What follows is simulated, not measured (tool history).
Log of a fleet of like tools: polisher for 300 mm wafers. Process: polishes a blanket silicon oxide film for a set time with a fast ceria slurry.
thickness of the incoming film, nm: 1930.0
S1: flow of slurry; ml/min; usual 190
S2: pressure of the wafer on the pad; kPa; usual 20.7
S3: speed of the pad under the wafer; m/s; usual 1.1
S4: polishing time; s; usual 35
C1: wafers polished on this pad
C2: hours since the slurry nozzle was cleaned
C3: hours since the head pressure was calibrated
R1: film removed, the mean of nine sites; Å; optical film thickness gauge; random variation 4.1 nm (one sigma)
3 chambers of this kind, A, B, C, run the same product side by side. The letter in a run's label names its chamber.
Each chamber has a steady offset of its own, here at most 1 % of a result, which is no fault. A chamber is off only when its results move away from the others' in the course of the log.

| run | day | S1 | S2 | S3 | S4 | C1 | C2 | C3 | R1 |
|---|---|---|---|---|---|---|---|---|---|
| 1B | 0.442 | 190 | 20.7 | 1.1 | 35 | 486 | 200.7 | 361.3 | 6638.3 |
|  | 0.646 | chamber B: head pressure recalibrated |
|  | 0.683 | chamber B: worn pad replaced by a new one |
| 2C | 0.712 | 190 | 20.7 | 1.1 | 35 | 477 | 208.6 | 737 | 6810.7 |
| 3A | 1.092 | 190 | 20.7 | 1.1 | 35 | 487 | 458.4 | 440 | 6651.3 |
| 4C | 1.362 | 190 | 20.7 | 1.1 | 35 | 636 | 224.2 | 752.6 | 6740.8 |
| 5B | 1.583 | 190 | 24.1 | 1.1 | 24 | 221 | 228.1 | 22.5 | 5395.3 |
| 6A | 2.021 | 190 | 24.1 | 1.1 | 24 | 716 | 480.7 | 462.3 | 5409.5 |
|  | 2.396 | chamber A: worn pad replaced by a new one |
| 7A | 2.454 | 190 | 24.1 | 1.1 | 24 | 14 | 491.1 | 472.7 | 5322.8 |
| 8B | 2.833 | 190 | 20.7 | 1.1 | 35 | 528 | 258.1 | 52.5 | 6674.4 |
|  | 3.012 | chamber B: worn pad replaced by a new one |
|  | 3.133 | chamber C: worn pad replaced by a new one |
| 9C | 3.275 | 190 | 20.7 | 1.1 | 35 | 34 | 270.1 | 798.5 | 6680.7 |
|  | 3.308 | chamber A: head pressure recalibrated |
| 10A | 3.529 | 190 | 20.7 | 1.1 | 35 | 278 | 516.9 | 5.3 | 7100.7 |
| 11C | 3.746 | 190 | 20.7 | 1.1 | 35 | 150 | 281.4 | 809.8 | 6825.3 |
|  | 3.75 | chamber C: slurry nozzle cleaned |
| 12B | 4.046 | 190 | 20.7 | 1.1 | 35 | 254 | 287.2 | 81.6 | 6689.6 |
| 13C | 4.362 | 190 | 16.5 | 1.42 | 35 | 301 | 14.8 | 824.6 | 6979 |
| 14A | 4.846 | 190 | 16.5 | 1.42 | 35 | 601 | 548.5 | 36.9 | 7294.5 |
| 15B | 5.138 | 190 | 16.5 | 1.42 | 35 | 522 | 313.4 | 107.8 | 6942.9 |
| 16C | 5.362 | 190 | 20.7 | 0.94 | 44 | 547 | 38.8 | 848.6 | 7345.4 |
|  | 5.596 | chamber B: worn pad replaced by a new one |
| 17B | 5.667 | 190 | 20.7 | 0.94 | 44 | 18 | 326.1 | 120.5 | 7203.4 |
|  | 5.804 | chamber A: worn pad replaced by a new one |
| 18A | 6.029 | 190 | 20.7 | 0.94 | 44 | 55 | 576.9 | 65.3 | 7654.1 |
| 19B | 6.492 | 190 | 20.7 | 1.1 | 35 | 220 | 345.9 | 140.3 | 6652.4 |
| 20C | 6.738 | 190 | 20.7 | 1.1 | 35 | 884 | 71.8 | 881.6 | 6788.9 |
|  | 6.792 | chamber B: slurry nozzle cleaned |
| 21A | 7.029 | 190 | 20.7 | 1.1 | 35 | 301 | 600.9 | 89.3 | 7081.4 |
| 22B | 7.396 | 165 | 17.9 | 1.1 | 35 | 442 | 14.6 | 162 | 5650.4 |
| 23A | 7.704 | 165 | 17.9 | 1.1 | 35 | 467 | 617.1 | 105.5 | 6031.4 |
| 24C | 7.971 | 165 | 17.9 | 1.1 | 35 | 1187 | 101.4 | 911.2 | 5781.4 |
|  | 8.117 | chamber B: worn pad replaced by a new one |
| 25B | 8.196 | 190 | 20.7 | 1.1 | 35 | 19 | 33.8 | 181.2 | 6686.6 |
|  | 8.367 | chamber C: worn pad replaced by a new one |
| 26A | 8.562 | 225 | 20.7 | 1.1 | 27 | 677 | 637.7 | 126.1 | 5607.3 |
| 27C | 8.962 | 225 | 20.7 | 1.1 | 27 | 146 | 125.2 | 935 | 5346.3 |
|  | 9.271 | chamber A: worn pad replaced by a new one |
| 28B | 9.433 | 225 | 20.7 | 1.1 | 27 | 323 | 63.5 | 210.9 | 5273.8 |
| 29A | 9.833 | 190 | 20.7 | 1.1 | 35 | 138 | 668.2 | 156.6 | 7100.5 |

All 3 chambers run these settings next. Forecast each chamber's results:
| 30A | 10.188 | 135 | 20.7 | 1.1 | 35 |  |  |  | ? |
| 30B | 10.188 | 135 | 20.7 | 1.1 | 35 |  |  |  | ? |
| 30C | 10.188 | 135 | 20.7 | 1.1 | 35 |  |  |  | ? |

| run | R1 |
|---|---|
| 30A | 6701.8 |
| 30B | 6309.9 |
| 30C | 6439.9 |
